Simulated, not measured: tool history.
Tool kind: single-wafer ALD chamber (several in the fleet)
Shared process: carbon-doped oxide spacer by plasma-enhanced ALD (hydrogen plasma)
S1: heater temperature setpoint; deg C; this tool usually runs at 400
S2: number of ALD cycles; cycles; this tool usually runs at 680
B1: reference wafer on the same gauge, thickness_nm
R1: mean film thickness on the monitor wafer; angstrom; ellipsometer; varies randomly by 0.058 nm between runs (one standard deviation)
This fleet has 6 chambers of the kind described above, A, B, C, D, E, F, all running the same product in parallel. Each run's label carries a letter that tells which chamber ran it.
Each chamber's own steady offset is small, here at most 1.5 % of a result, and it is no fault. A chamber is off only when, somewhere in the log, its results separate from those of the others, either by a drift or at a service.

run 1C hour=11.0 | S1=400 S2=680 | B1=27.603 | R1=340.56
run 2F hour=20.5 | S1=400 S2=680 | B1=27.593 | R1=339.26
run 3E hour=35.0 | S1=400 S2=680 | B1=27.619 | R1=340.66
run 4B hour=45.4 | S1=400 S2=680 | B1=27.622 | R1=343.50
run 5D hour=58.6 | S1=400 S2=680 | B1=27.629 | R1=341.71
run 6A hour=67.7 | S1=400 S2=680 | B1=27.636 | R1=339.78
run 7B hour=75.8 | S1=400 S2=680 | B1=27.639 | R1=344.25
run 8A hour=85.1 | S1=400 S2=680 | B1=27.635 | R1=340.11
run 9E hour=95.1 | S1=400 S2=680 | B1=27.647 | R1=341.75
run 10C hour=106.6 | S1=400 S2=680 | B1=27.636 | R1=341.30
run 11F hour=115.3 | S1=400 S2=680 | B1=27.656 | R1=339.17
run 12D hour=129.7 | S1=400 S2=680 | B1=27.657 | R1=341.66
run 13F hour=140.5 | S1=400 S2=680 | B1=27.670 | R1=339.12
run 14A hour=151.6 | S1=400 S2=680 | B1=27.651 | R1=340.02
run 15D hour=160.6 | S1=400 S2=680 | B1=27.660 | R1=342.39
run 16C hour=174.1 | S1=414 S2=724 | B1=27.682 | R1=349.58
run 17B hour=186.7 | S1=414 S2=724 | B1=27.677 | R1=351.57
run 18E hour=195.1 | S1=414 S2=724 | B1=27.687 | R1=347.79
-- hour=205.7 chamber E: thermocouple changed; heater temperature recalibrated
run 19E hour=210.4 | S1=414 S2=724 | B1=27.696 | R1=347.41
run 20B hour=224.7 | S1=414 S2=724 | B1=27.693 | R1=351.43
run 21C hour=233.6 | S1=414 S2=724 | B1=27.701 | R1=348.28
run 22A hour=242.8 | S1=389 S2=621 | B1=27.701 | R1=312.12
run 23F hour=255.4 | S1=389 S2=621 | B1=27.721 | R1=310.82
run 24D hour=269.5 | S1=389 S2=621 | B1=27.707 | R1=312.91
run 25D hour=279.6 | S1=389 S2=621 | B1=27.719 | R1=312.59
run 26F hour=290.2 | S1=389 S2=621 | B1=27.729 | R1=311.75
run 27C hour=303.6 | S1=389 S2=621 | B1=27.735 | R1=312.96
run 28B hour=318.3 | S1=400 S2=680 | B1=27.742 | R1=344.09
run 29A hour=333.3 | S1=413 S2=680 | B1=27.743 | R1=328.59
run 30E hour=345.1 | S1=413 S2=680 | B1=27.748 | R1=328.41
run 31D hour=356.2 | S1=413 S2=680 | B1=27.750 | R1=329.06
run 32B hour=365.9 | S1=413 S2=680 | B1=27.746 | R1=332.17
run 33E hour=375.0 | S1=413 S2=680 | B1=27.751 | R1=329.27
run 34F hour=386.3 | S1=413 S2=680 | B1=27.777 | R1=327.03
run 35C hour=400.6 | S1=400 S2=680 | B1=27.762 | R1=343.17
run 36A hour=408.4 | S1=400 S2=680 | B1=27.768 | R1=342.41
run 37A hour=423.7 | S1=400 S2=680 | B1=27.781 | R1=341.58
run 38D hour=432.1 | S1=400 S2=680 | B1=27.780 | R1=342.98
run 39C hour=440.6 | S1=400 S2=680 | B1=27.787 | R1=344.20

Next, all 6 chambers run the settings below, one line each with question marks for the results. What does each chamber give?
run 40A hour=451.5 | S1=400 S2=680 | R1=?
run 40B hour=451.5 | S1=400 S2=680 | R1=?
run 40C hour=451.5 | S1=400 S2=680 | R1=?
run 40D hour=451.5 | S1=400 S2=680 | R1=?
run 40E hour=451.5 | S1=400 S2=680 | R1=?
run 40F hour=451.5 | S1=400 S2=680 | R1=?

run=40A R1=341.34
run=40B R1=346.18
run=40C R1=342.86
run=40D R1=342.74
run=40E R1=342.62
run=40F R1=341.78
